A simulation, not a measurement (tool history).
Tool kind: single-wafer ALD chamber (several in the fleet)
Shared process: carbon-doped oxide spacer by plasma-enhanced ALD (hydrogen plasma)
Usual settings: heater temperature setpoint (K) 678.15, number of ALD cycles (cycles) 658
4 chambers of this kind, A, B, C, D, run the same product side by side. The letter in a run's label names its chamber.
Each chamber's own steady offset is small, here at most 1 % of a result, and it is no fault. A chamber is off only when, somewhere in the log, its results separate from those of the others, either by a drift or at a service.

run	day	heater temperature setpoint (K)	number of ALD cycles (cycles)	hours since the last thermocouple change	read-back reference wafer on the same gauge, thickness_nm	mean film thickness on the monitor wafer (angstrom)
1D	0.367	678.15	658	2627.9	31.716	328.49
2C	0.742	678.15	658	615.5	31.64	323.81
3A	1.021	678.15	658	514.2	31.656	322.61
4B	1.3	678.15	658	225.9	31.721	329.01
5A	1.596	678.15	658	528	31.681	320.99
6D	2.042	678.15	658	2668.1	31.656	324.4
7C	2.496	678.15	658	657.6	31.69	325.05
8B	2.967	678.15	658	265.9	31.702	324.55
9A	3.354	678.15	658	570.2	31.7	322.43
10C	3.683	678.15	658	686.1	31.72	322.68
11D	4.142	673.15	658	2718.5	31.71	325.71
12B	4.558	673.15	658	304.1	31.678	326.48
13A	4.783	673.15	658	604.5	31.689	326.1
14B	5.2	673.15	658	319.5	31.696	329.43
15D	5.604	678.15	658	2753.6	31.636	326.64
16C	5.925	678.15	658	739.9	31.692	322.37
17A	6.192	678.15	658	638.3	31.676	324.87
18D	6.571	678.15	658	2776.8	31.725	325.79
19C	7.088	686.15	658	767.8	31.682	316.8
20B	7.317	686.15	658	370.3	31.718	319.51
21A	7.742	686.15	658	675.5	31.671	315.16
22D	8.096	686.15	658	2813.4	31.697	317.44
23B	8.5	678.15	658	398.7	31.697	328.22
24C	8.796	678.15	658	808.8	31.718	323.98
25A	9.254	669.15	537	711.8	31.69	266.47
26C	9.671	669.15	537	829.8	31.738	266.61
27B	9.975	669.15	537	434.1	31.709	271.71
28D	10.442	669.15	537	2869.7	31.734	270.48

All chambers now run identical settings, listed one chamber a line with results as question marks. What results will each chamber show?
29A	10.821	691.15	658			?
29B	10.821	691.15	658			?
29C	10.821	691.15	658			?
29D	10.821	691.15	658			?

run	mean film thickness on the monitor wafer (angstrom)
29A	313.4
29B	313.14
29C	312.24
29D	314.76

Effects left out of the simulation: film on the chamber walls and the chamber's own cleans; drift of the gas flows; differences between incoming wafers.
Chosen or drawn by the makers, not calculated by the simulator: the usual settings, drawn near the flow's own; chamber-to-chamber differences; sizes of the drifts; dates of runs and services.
